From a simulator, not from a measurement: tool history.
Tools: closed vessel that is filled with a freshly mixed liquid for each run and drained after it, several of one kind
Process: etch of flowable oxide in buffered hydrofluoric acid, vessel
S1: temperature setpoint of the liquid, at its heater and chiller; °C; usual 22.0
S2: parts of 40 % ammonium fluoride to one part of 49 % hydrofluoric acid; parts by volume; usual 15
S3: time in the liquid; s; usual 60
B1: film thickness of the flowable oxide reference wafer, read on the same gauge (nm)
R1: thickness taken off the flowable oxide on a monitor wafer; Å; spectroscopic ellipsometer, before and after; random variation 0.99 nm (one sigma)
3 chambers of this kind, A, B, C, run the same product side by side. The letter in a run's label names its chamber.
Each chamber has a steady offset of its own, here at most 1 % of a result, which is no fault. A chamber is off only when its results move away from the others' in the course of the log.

| run | hour | S1 | S2 | S3 | B1 | R1 |
|---|---|---|---|---|---|---|
| 1C | 5.2 | 22.0 | 15 | 60 | 50.025 | 1097.80 |
| 2A | 9.1 | 22.0 | 15 | 60 | 49.992 | 1070.70 |
| 3B | 16.1 | 22.0 | 15 | 60 | 50.014 | 1075.30 |
| 4A | 24.3 | 22.0 | 15 | 60 | 50.029 | 1080.00 |
| 5C | 32.3 | 22.0 | 15 | 60 | 49.961 | 1095.80 |
| 6B | 38.7 | 22.0 | 15 | 60 | 49.935 | 1086.30 |
| 7B | 43.0 | 22.0 | 15 | 60 | 50.025 | 1065.00 |
| 8C | 48.8 | 22.0 | 15 | 60 | 50.027 | 1086.70 |
| 9A | 54.6 | 22.0 | 15 | 60 | 50.021 | 1101.90 |
| 10C | 60.0 | 22.0 | 15 | 60 | 49.950 | 1097.30 |
| 11A | 63.7 | 22.0 | 15 | 60 | 50.021 | 1089.70 |
| 12B | 70.9 | 22.0 | 15 | 60 | 49.985 | 1076.70 |
| 13C | 78.2 | 22.0 | 15 | 60 | 50.005 | 1111.70 |
| 14B | 84.0 | 26.5 | 15 | 45 | 49.985 | 1038.00 |
| 15A | 91.0 | 26.5 | 15 | 45 | 50.007 | 1038.50 |
| 16C | 96.0 | 26.5 | 15 | 45 | 49.981 | 1045.10 |
| 17A | 103.5 | 22.0 | 15 | 60 | 49.957 | 1084.40 |
|  | 109.1 | chamber B: hydrofluoric acid flow meter replaced |
| 18B | 111.6 | 22.0 | 15 | 60 | 49.966 | 1079.70 |
| 19C | 117.2 | 22.0 | 15 | 60 | 49.985 | 1128.50 |
| 20B | 125.5 | 22.0 | 15 | 60 | 49.957 | 1079.60 |
| 21A | 130.2 | 22.0 | 15 | 60 | 50.020 | 1087.10 |
| 22A | 136.5 | 24.0 | 15 | 40 | 49.988 | 802.86 |
| 23B | 144.3 | 24.0 | 15 | 40 | 50.028 | 811.42 |
| 24C | 152.4 | 24.0 | 15 | 40 | 50.013 | 820.43 |
| 25C | 160.7 | 22.0 | 15 | 60 | 49.973 | 1129.50 |
| 26A | 167.1 | 22.0 | 15 | 60 | 49.977 | 1105.50 |
| 27B | 170.8 | 22.0 | 15 | 60 | 50.014 | 1101.00 |
| 28A | 176.7 | 22.0 | 15 | 60 | 49.958 | 1082.80 |
| 29C | 180.8 | 22.0 | 15 | 60 | 50.000 | 1140.00 |
| 30B | 185.3 | 22.0 | 15 | 60 | 50.032 | 1072.60 |
| 31A | 190.8 | 22.0 | 15 | 60 | 50.004 | 1064.30 |
| 32C | 196.8 | 22.0 | 15 | 60 | 50.016 | 1149.20 |
| 33B | 201.0 | 22.0 | 15 | 60 | 49.998 | 1083.20 |
| 34B | 206.5 | 22.0 | 15 | 60 | 49.962 | 1090.00 |
| 35C | 212.8 | 22.0 | 15 | 60 | 49.929 | 1152.50 |
| 36A | 221.0 | 22.0 | 15 | 60 | 50.011 | 1091.60 |

Next, every chamber runs the same settings. What will each give?
| 37A | 227.0 | 22.0 | 15 | 50 |  | ? |
| 37B | 227.0 | 22.0 | 15 | 50 |  | ? |
| 37C | 227.0 | 22.0 | 15 | 50 |  | ? |

| run | R1 |
|---|---|
| 37A | 910.46 |
| 37B | 893.79 |
| 37C | 963.99 |
